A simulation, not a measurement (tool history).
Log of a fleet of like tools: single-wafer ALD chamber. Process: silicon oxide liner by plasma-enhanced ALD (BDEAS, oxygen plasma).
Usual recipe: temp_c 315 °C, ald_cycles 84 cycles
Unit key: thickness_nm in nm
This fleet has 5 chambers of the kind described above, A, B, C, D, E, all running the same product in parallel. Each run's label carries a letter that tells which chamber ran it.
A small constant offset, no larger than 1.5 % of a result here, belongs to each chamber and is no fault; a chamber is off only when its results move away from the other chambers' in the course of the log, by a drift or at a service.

| run | day | temp_c | ald_cycles | hours since the last thermocouple change | read-back reference wafer on the same gauge, thickness_nm | thickness_nm |
|---|---|---|---|---|---|---|
| 1B | 0.450 | 315 | 84 | 131.9 | 6.2117 | 7.7311 |
| 2E | 0.996 | 315 | 84 | 163.5 | 6.2123 | 7.6457 |
| 3A | 1.329 | 315 | 84 | 53.1 | 6.2132 | 7.6238 |
| 4C | 1.746 | 315 | 84 | 2000.6 | 6.2127 | 7.6440 |
| 5D | 2.112 | 315 | 84 | 278.6 | 6.2164 | 7.6306 |
|  | 2.404 | chamber C: thermocouple changed; heater temperature recalibrated |
| 6D | 2.583 | 315 | 84 | 289.9 | 6.2165 | 7.6231 |
| 7A | 3.192 | 315 | 84 | 97.8 | 6.2171 | 7.6356 |
| 8E | 3.512 | 315 | 84 | 223.9 | 6.2177 | 7.6270 |
| 9B | 3.933 | 315 | 84 | 215.5 | 6.2190 | 7.7528 |
| 10C | 4.438 | 315 | 84 | 48.8 | 6.2170 | 7.6795 |
| 11D | 4.775 | 315 | 84 | 342.5 | 6.2223 | 7.6353 |
| 12B | 5.308 | 315 | 84 | 248.5 | 6.2206 | 7.7561 |
| 13A | 5.883 | 315 | 84 | 162.4 | 6.2225 | 7.6207 |
| 14E | 6.154 | 315 | 84 | 287.3 | 6.2225 | 7.6507 |
| 15C | 6.488 | 315 | 84 | 98.0 | 6.2221 | 7.6950 |
| 16C | 7.029 | 315 | 84 | 111.0 | 6.2216 | 7.6847 |
| 17B | 7.512 | 315 | 84 | 301.4 | 6.2256 | 7.7605 |
| 18A | 7.971 | 324 | 84 | 212.5 | 6.2234 | 7.5316 |
| 19D | 8.388 | 324 | 84 | 429.2 | 6.2278 | 7.5617 |
| 20E | 8.712 | 324 | 84 | 348.7 | 6.2287 | 7.5587 |
| 21C | 9.112 | 324 | 84 | 161.0 | 6.2296 | 7.5724 |
| 22A | 9.458 | 324 | 84 | 248.2 | 6.2301 | 7.5437 |
| 23B | 9.846 | 315 | 84 | 357.4 | 6.2296 | 7.7657 |
| 24E | 10.146 | 315 | 84 | 383.1 | 6.2315 | 7.6545 |
| 25D | 10.758 | 315 | 84 | 486.1 | 6.2306 | 7.6378 |
| 26C | 11.304 | 315 | 84 | 213.6 | 6.2331 | 7.6983 |
| 27B | 11.808 | 315 | 84 | 404.5 | 6.2357 | 7.7841 |
| 28E | 12.358 | 315 | 84 | 436.2 | 6.2354 | 7.6640 |
| 29D | 12.904 | 315 | 84 | 537.6 | 6.2378 | 7.6608 |
| 30A | 13.388 | 315 | 84 | 342.5 | 6.2387 | 7.6288 |
| 31C | 13.717 | 315 | 84 | 271.5 | 6.2362 | 7.6855 |
| 32E | 14.042 | 315 | 84 | 476.6 | 6.2390 | 7.6443 |
| 33A | 14.375 | 315 | 84 | 366.2 | 6.2393 | 7.6507 |
| 34B | 14.946 | 315 | 84 | 479.8 | 6.2434 | 7.7749 |
| 35D | 15.271 | 315 | 84 | 594.4 | 6.2429 | 7.6874 |
| 36E | 15.771 | 315 | 84 | 518.1 | 6.2426 | 7.6857 |
| 37B | 16.308 | 315 | 95 | 512.5 | 6.2428 | 8.7979 |
| 38C | 16.750 | 315 | 95 | 344.3 | 6.2453 | 8.6929 |
| 39D | 17.333 | 315 | 95 | 643.9 | 6.2441 | 8.6669 |
| 40A | 17.967 | 315 | 95 | 452.4 | 6.2470 | 8.6860 |

Decide between three cases: one chamber stands off from its peers, the gauge reading all wafers drifts, or nothing is wrong past each chamber's small offset. Where a chamber is off, say which and what most likely put it there.

The shared gauge is drifting. All chambers look as if they move in step, but none is off.
Likeliest cause: gauge reads high (%) = 0.614.

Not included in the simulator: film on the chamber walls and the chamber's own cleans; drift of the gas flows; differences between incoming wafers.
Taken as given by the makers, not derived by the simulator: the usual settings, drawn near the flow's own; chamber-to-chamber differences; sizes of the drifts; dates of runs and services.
